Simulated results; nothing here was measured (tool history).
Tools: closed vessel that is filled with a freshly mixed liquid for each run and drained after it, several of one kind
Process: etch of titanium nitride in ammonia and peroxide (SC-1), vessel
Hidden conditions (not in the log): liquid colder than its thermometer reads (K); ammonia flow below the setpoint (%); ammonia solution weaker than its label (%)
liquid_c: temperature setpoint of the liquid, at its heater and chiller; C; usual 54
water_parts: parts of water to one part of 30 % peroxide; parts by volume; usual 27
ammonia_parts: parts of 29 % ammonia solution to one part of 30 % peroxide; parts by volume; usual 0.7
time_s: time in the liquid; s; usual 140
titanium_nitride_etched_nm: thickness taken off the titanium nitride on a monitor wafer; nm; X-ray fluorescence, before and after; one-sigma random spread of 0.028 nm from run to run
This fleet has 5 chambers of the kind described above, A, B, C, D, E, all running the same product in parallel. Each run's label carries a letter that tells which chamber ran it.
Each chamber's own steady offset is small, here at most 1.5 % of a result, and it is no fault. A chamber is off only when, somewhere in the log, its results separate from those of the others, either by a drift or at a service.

run,hour,liquid_c,water_parts,ammonia_parts,time_s,hours since the thermometer was replaced,hours since the ammonia flow meter was replaced,hours since the drum of ammonia solution was connected,"read-back film thickness of the titanium nitride reference wafer, read on the same gauge (nm)",titanium_nitride_etched_nm
1D,7.6,54,27,0.7,140,991,918.3,103.9,69.994,4.5441
2E,11.3,54,27,0.7,140,2230,393.9,54.7,70.017,4.4845
3C,17.6,54,27,0.7,140,786.7,148.2,94.3,69.994,4.4699
4A,22.9,54,27,0.7,140,837.1,1268.2,613.8,69.964,4.4946
5B,26.8,54,27,0.7,140,157.8,178.9,174.3,70.007,4.4563
6C,32.4,54,27,0.7,140,801.5,163,109.1,69.997,4.5502
7A,39.4,54,27,0.7,140,853.6,1284.7,630.3,70.004,4.5496
8B,46.7,54,27,0.7,140,177.7,198.8,194.2,70.003,4.4486
9E,50.4,54,27,0.7,140,2269.1,433,93.8,70.001,4.4995
10D,54.4,54,27,0.7,140,1037.8,965.1,150.7,70.004,4.5114
11D,58.5,54,27,0.7,140,1041.9,969.2,154.8,69.976,4.489
12A,64.2,54,27,0.7,140,878.4,1309.5,655.1,70.006,4.5094
13E,71.8,54,27,0.7,140,2290.5,454.4,115.2,70.018,4.4735
14C,77.2,54,27,0.7,140,846.3,207.8,153.9,69.984,4.5179
15B,84.1,54,27,0.7,140,215.1,236.2,231.6,70.001,4.4993
# hour 86.3: chamber A: new drum of ammonia solution connected
16E,91.9,54,27,0.7,140,2310.6,474.5,135.3,69.976,4.53
17B,96.2,54,27,0.7,140,227.2,248.3,243.7,69.962,4.4609
18C,103,54,27,0.7,140,872.1,233.6,179.7,70.004,4.4687
19A,110.3,54,27,0.7,140,924.5,1355.6,24.1,69.998,4.5287
20D,116.9,54,27,0.7,140,1100.3,1027.6,213.2,70.001,4.4599
21C,124.8,63,22.5,0.7,140,893.9,255.4,201.5,70.002,9.0441
22D,129.9,63,22.5,0.7,140,1113.3,1040.6,226.2,70.001,8.8433
23E,134,63,22.5,0.7,140,2352.7,516.6,177.4,70.021,9.1604
24B,141.5,63,22.5,0.7,140,272.5,293.6,289,70.019,8.9794
25A,145.5,63,22.5,0.7,140,959.7,1390.8,59.3,69.974,8.9077
26E,149.9,54,27,0.7,140,2368.6,532.5,193.3,70.013,4.4641
27D,155.6,54,27,0.7,140,1139,1066.3,251.9,69.997,4.3776
28C,160.2,54,27,0.7,140,929.3,290.8,236.9,70.007,4.431
# hour 161.1: chamber C: thermometer replaced
29B,164.4,54,27,0.7,140,295.4,316.5,311.9,69.998,4.4826
30A,170.6,54,27,0.7,140,984.8,1415.9,84.4,69.997,4.5074
31E,175.3,54,27,0.7,140,2394,557.9,218.7,70.002,4.4621
32C,179.2,54,27,0.7,140,18.2,309.8,255.9,70.016,4.4618
33A,185.4,54,27,0.7,140,999.6,1430.7,99.2,69.979,4.4723
34D,189.7,54,27,0.7,140,1173.1,1100.4,286,69.987,4.3391
# hour 196.2: chamber D: ammonia flow meter replaced
35B,196.4,54,27,0.7,140,327.4,348.5,343.9,70.024,4.4404
36D,200.3,54,27,0.7,140,1183.7,4.1,296.6,70.024,4.323
37E,204.2,54,27,0.7,140,2422.9,586.8,247.6,70.007,4.4397
38B,210.6,54,27,0.7,140,341.6,362.7,358.1,70.035,4.448
39C,216.7,54,27,0.7,140,55.7,347.3,293.4,69.999,4.471
40A,221.5,54,27,0.7,140,1035.7,1466.8,135.3,70.005,4.4925
41E,226.1,54,27,0.7,140,2444.8,608.7,269.5,69.972,4.4921
42B,229.6,54,39,0.45,140,360.6,381.7,377.1,69.999,3.3287

The same settings go to every chamber for the next run, one line per chamber below. Forecast the results for each:
43A,235.3,54,27,0.7,190,,,,,?
43B,235.3,54,27,0.7,190,,,,,?
43C,235.3,54,27,0.7,190,,,,,?
43D,235.3,54,27,0.7,190,,,,,?
43E,235.3,54,27,0.7,190,,,,,?

run,titanium_nitride_etched_nm
43A,6.0912
43B,6.0321
43C,5.9962
43D,5.7665
43E,6.1131
